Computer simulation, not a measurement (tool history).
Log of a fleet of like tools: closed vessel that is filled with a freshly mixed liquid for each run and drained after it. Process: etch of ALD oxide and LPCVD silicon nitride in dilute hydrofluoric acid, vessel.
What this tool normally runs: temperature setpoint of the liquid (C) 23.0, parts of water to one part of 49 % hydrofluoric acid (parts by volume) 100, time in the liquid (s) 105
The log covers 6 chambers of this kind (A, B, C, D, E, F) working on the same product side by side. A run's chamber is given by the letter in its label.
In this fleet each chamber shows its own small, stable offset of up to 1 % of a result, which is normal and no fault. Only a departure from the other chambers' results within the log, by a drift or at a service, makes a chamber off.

run	hour	temperature setpoint of the liquid (C)	parts of water to one part of 49 % hydrofluoric acid (parts by volume)	time in the liquid (s)	hours since the thermometer was replaced	hours since the hydrofluoric acid flow meter was replaced	read-back film thickness of the ALD oxide reference wafer, read on the same gauge (nm)	read-back film thickness of the LPCVD silicon nitride reference wafer, read on the same gauge (nm)	thickness taken off the ALD oxide on a monitor wafer (Å)	thickness taken off the LPCVD silicon nitride on a monitor wafer (Å)
1D	8.0	23.0	100	105	487.6	606.1	39.996	129.99	327.34	5.0747
2B	13.3	23.0	100	105	1148.2	648.1	40.003	130.00	331.77	4.0701
3F	19.5	23.0	100	105	276.4	704.9	39.970	129.98	326.80	4.4752
4A	25.4	23.0	100	105	881.7	1526.9	39.974	130.01	324.09	5.0254
5C	33.2	23.0	100	105	1008.4	643.3	40.020	129.97	334.43	4.4438
6E	41.2	23.0	100	105	369.1	1124.2	39.980	130.02	331.37	4.4906
7D	47.8	23.0	100	55	527.4	645.9	40.014	129.97	171.99	2.5471
8C	54.9	23.0	100	55	1030.1	665.0	39.998	129.99	173.07	2.5703
9A	59.0	23.0	100	55	915.3	1560.5	40.040	130.00	171.09	2.4537
10F	63.5	23.0	100	55	320.4	748.9	40.013	130.03	172.15	2.5649
11B	69.3	23.0	100	55	1204.2	704.1	40.006	130.02	174.03	2.2926
12E	76.6	23.0	100	55	404.5	1159.6	39.989	130.01	171.13	2.7284
13D	84.9	23.0	100	105	564.5	683.0	39.997	130.00	331.66	5.1738
14C	90.2	20.5	60	105	1065.4	700.3	40.012	130.00	525.94	6.0730
# hour 93.7: chamber A: thermometer replaced
# hour 94.2: chamber F: hydrofluoric acid flow meter replaced
15F	98.2	20.5	60	105	355.1	4.1	39.992	130.02	519.25	7.1406
16B	104.6	20.5	60	105	1239.5	739.4	39.999	130.00	519.70	7.0439
17E	109.6	20.5	60	105	437.5	1192.6	40.012	130.04	522.18	6.2569
18A	118.8	20.5	60	105	25.1	1620.3	40.012	129.96	522.04	6.2132
19A	127.7	20.5	60	105	34.0	1629.2	40.033	130.02	521.09	7.6035
20B	135.3	23.0	100	105	1270.2	770.1	40.015	130.01	328.80	4.0796
21F	140.7	23.0	100	105	397.6	46.6	39.981	129.99	327.92	4.3244
22C	146.4	23.0	100	105	1121.6	756.5	39.982	130.01	327.41	5.1387
23D	153.3	23.0	100	105	632.9	751.4	40.021	129.99	335.61	4.8284
24E	158.9	23.0	100	105	486.8	1241.9	39.984	130.01	327.70	4.6711
25A	164.4	23.0	140	105	70.7	1665.9	39.996	130.00	224.28	3.0688
26C	169.7	23.0	140	105	1144.9	779.8	39.986	130.03	224.65	3.4810
27E	177.8	23.0	140	105	505.7	1260.8	39.964	130.01	225.27	2.6020
28B	183.6	23.0	140	105	1318.5	818.4	40.000	129.97	221.04	3.4695
29D	191.9	23.0	140	105	671.5	790.0	39.999	129.99	221.93	3.3503
30F	196.7	23.0	140	105	453.6	102.6	40.016	130.02	221.49	3.6292
31D	202.7	23.0	100	105	682.3	800.8	40.022	129.98	329.73	4.8579
32B	211.9	23.0	100	105	1346.8	846.7	40.008	130.02	330.26	4.7663
# hour 216.2: chamber C: hydrofluoric acid flow meter replaced
33F	219.0	23.0	100	105	475.9	124.9	40.033	130.01	324.78	5.0135
34C	226.0	23.0	140	105	1201.2	9.8	40.020	130.01	222.74	3.3087
# hour 230.7: chamber D: thermometer replaced
35A	233.8	23.0	140	105	140.1	1735.3	40.037	129.98	223.81	3.3877
# hour 234.7: chamber E: hydrofluoric acid flow meter replaced
36E	239.3	23.0	140	105	567.2	4.7	39.993	130.03	222.76	3.7934
37C	243.9	23.0	140	105	1219.1	27.7	40.017	129.98	223.31	3.4381
38B	251.3	23.0	140	105	1386.2	886.1	39.980	129.99	224.99	3.4754
39E	259.3	23.0	140	105	587.2	24.7	39.995	129.99	226.91	3.3087
40D	267.9	19.0	100	105	37.2	866.0	40.010	129.93	280.07	3.8384
41F	272.0	19.0	100	105	528.9	177.9	40.003	130.05	275.57	3.6352
42A	278.7	19.0	100	105	185.0	1780.2	40.015	130.03	283.75	3.5271
43F	285.1	19.0	100	105	542.0	191.0	40.025	129.99	276.03	3.8434
44D	293.2	19.0	100	105	62.5	891.3	39.982	129.97	274.95	3.8763

What goes on in this fleet: one chamber off, a drifting gauge, or nothing beyond the chambers' own small offsets? Name the chamber and the cause, if any.

No chamber is off and the gauge is stable; the differences are just each chamber's small, constant offset.

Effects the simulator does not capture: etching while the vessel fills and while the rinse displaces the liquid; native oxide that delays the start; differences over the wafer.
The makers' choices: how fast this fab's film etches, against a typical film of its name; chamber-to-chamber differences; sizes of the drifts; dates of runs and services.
